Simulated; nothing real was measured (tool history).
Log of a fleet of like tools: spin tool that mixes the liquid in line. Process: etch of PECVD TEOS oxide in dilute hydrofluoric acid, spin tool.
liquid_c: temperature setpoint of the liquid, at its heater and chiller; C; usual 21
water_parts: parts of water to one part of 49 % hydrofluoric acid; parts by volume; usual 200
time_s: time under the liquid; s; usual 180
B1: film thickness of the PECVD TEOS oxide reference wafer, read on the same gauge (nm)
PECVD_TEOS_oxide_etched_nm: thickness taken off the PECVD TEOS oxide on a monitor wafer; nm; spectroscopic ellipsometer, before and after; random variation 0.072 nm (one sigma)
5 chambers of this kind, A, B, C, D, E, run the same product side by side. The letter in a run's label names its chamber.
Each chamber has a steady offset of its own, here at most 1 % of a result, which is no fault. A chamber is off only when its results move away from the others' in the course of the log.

Run 1A, hour 8.5: usual settings; B1 120. Result: PECVD_TEOS_oxide_etched_nm 8.8023 nm.
Run 2E, hour 12.4: usual settings; B1 119.98. Result: PECVD_TEOS_oxide_etched_nm 8.7715 nm.
Run 3C, hour 20: usual settings; B1 120.02. Result: PECVD_TEOS_oxide_etched_nm 8.7231 nm.
Run 4B, hour 27.5: usual settings; B1 120.05. Result: PECVD_TEOS_oxide_etched_nm 8.7764 nm.
Run 5D, hour 31.6: usual settings; B1 120.04. Result: PECVD_TEOS_oxide_etched_nm 8.5773 nm.
Run 6A, hour 40.1: usual settings; B1 120. Result: PECVD_TEOS_oxide_etched_nm 8.8971 nm.
Run 7B, hour 47.3: usual settings; B1 120.03. Result: PECVD_TEOS_oxide_etched_nm 8.782 nm.
Run 8E, hour 54.4: usual settings; B1 120.02. Result: PECVD_TEOS_oxide_etched_nm 8.8116 nm.
Run 9C, hour 59.4: usual settings; B1 119.99. Result: PECVD_TEOS_oxide_etched_nm 8.7689 nm.
Run 10D, hour 63.3: usual settings; B1 120.04. Result: PECVD_TEOS_oxide_etched_nm 8.7209 nm.
Run 11B, hour 71: usual settings; B1 120.03. Result: PECVD_TEOS_oxide_etched_nm 8.82 nm.
Run 12D, hour 79.1: usual settings; B1 119.99. Result: PECVD_TEOS_oxide_etched_nm 8.7998 nm.
Run 13A, hour 86.8: usual settings; B1 120.07. Result: PECVD_TEOS_oxide_etched_nm 8.7951 nm.
At hour 88.5: chamber A: thermometer replaced.
Run 14C, hour 93.3: usual settings; B1 120.02. Result: PECVD_TEOS_oxide_etched_nm 8.7606 nm.
Run 15E, hour 100.9: usual settings; B1 120. Result: PECVD_TEOS_oxide_etched_nm 8.8069 nm.
Run 16C, hour 108.1: usual settings; B1 120.03. Result: PECVD_TEOS_oxide_etched_nm 8.8742 nm.
Run 17A, hour 113.6: usual settings; B1 119.96. Result: PECVD_TEOS_oxide_etched_nm 8.9395 nm.
Run 18E, hour 119.3: usual settings but time_s 220 s; B1 119.99. Result: PECVD_TEOS_oxide_etched_nm 10.698 nm.
Run 19D, hour 126.3: usual settings but time_s 220 s; B1 119.99. Result: PECVD_TEOS_oxide_etched_nm 10.783 nm.
Run 20B, hour 130.3: usual settings but time_s 220 s; B1 119.99. Result: PECVD_TEOS_oxide_etched_nm 10.607 nm.
Run 21C, hour 138: usual settings but time_s 220 s; B1 119.99. Result: PECVD_TEOS_oxide_etched_nm 10.898 nm.
Run 22D, hour 143.3: usual settings but time_s 220 s; B1 120.04. Result: PECVD_TEOS_oxide_etched_nm 10.837 nm.
Run 23B, hour 151.4: usual settings; B1 120. Result: PECVD_TEOS_oxide_etched_nm 8.6742 nm.
Run 24E, hour 157.4: usual settings; B1 119.99. Result: PECVD_TEOS_oxide_etched_nm 8.9235 nm.
Run 25A, hour 161.8: usual settings; B1 120.02. Result: PECVD_TEOS_oxide_etched_nm 8.9667 nm.
Run 26E, hour 168.5: usual settings; B1 119.96. Result: PECVD_TEOS_oxide_etched_nm 8.9344 nm.
Run 27C, hour 174.5: usual settings; B1 119.96. Result: PECVD_TEOS_oxide_etched_nm 9.3022 nm.
Run 28B, hour 183.1: usual settings; B1 120.01. Result: PECVD_TEOS_oxide_etched_nm 8.7547 nm.
Run 29A, hour 189.7: usual settings but liquid_c 18 C, water_parts 120 parts by volume; B1 120.02. Result: PECVD_TEOS_oxide_etched_nm 14.083 nm.
Run 30D, hour 193.7: usual settings but liquid_c 18 C, water_parts 120 parts by volume; B1 120.01. Result: PECVD_TEOS_oxide_etched_nm 13.949 nm.
Run 31B, hour 197.9: usual settings but liquid_c 18 C, water_parts 120 parts by volume; B1 120.02. Result: PECVD_TEOS_oxide_etched_nm 14.206 nm.
Run 32A, hour 206: usual settings but liquid_c 18 C, water_parts 120 parts by volume; B1 120.01. Result: PECVD_TEOS_oxide_etched_nm 14.222 nm.
Run 33D, hour 213.8: usual settings but liquid_c 18 C, water_parts 120 parts by volume; B1 119.98. Result: PECVD_TEOS_oxide_etched_nm 13.815 nm.
Run 34C, hour 221.9: usual settings; B1 119.99. Result: PECVD_TEOS_oxide_etched_nm 9.5917 nm.
Run 35E, hour 227.4: usual settings but time_s 255 s; B1 120.04. Result: PECVD_TEOS_oxide_etched_nm 12.444 nm.

What goes on in this fleet: one chamber off, a drifting gauge, or nothing beyond the chambers' own small offsets? Name the chamber and the cause, if any.

Chamber C drifts away from the others.
Cause: hydrofluoric acid flow above the setpoint (%) = 8.41.
The log may not tell that from: liquid hotter than its thermometer reads (K).

Here are 4 candidates for chamber C's next run, each the usual settings with a change, their results left as question marks. Which one brings its results back in line with what the others give on the usual settings?
In line means no further than this from the other chambers' mean on the usual settings: PECVD_TEOS_oxide_etched_nm 0.25 nm
Run 36C-1, hour 233.6: usual settings but time_s 175 s. Result: PECVD_TEOS_oxide_etched_nm ?.
Run 36C-2, hour 233.6: usual settings but water_parts 195 parts by volume, time_s 190 s. Result: PECVD_TEOS_oxide_etched_nm ?.
Run 36C-3, hour 233.6: usual settings but liquid_c 22 C. Result: PECVD_TEOS_oxide_etched_nm ?.
Run 36C-4, hour 233.6: usual settings but time_s 165 s. Result: PECVD_TEOS_oxide_etched_nm ?.

The other chambers' mean on the usual settings: PECVD_TEOS_oxide_etched_nm 8.7762 nm
  run  PECVD_TEOS_oxide_etched_nm
36C-1                      9.3601
36C-2                       10.47
36C-3                      10.008
36C-4                      8.8253
36C-4 brings the chamber back in line.

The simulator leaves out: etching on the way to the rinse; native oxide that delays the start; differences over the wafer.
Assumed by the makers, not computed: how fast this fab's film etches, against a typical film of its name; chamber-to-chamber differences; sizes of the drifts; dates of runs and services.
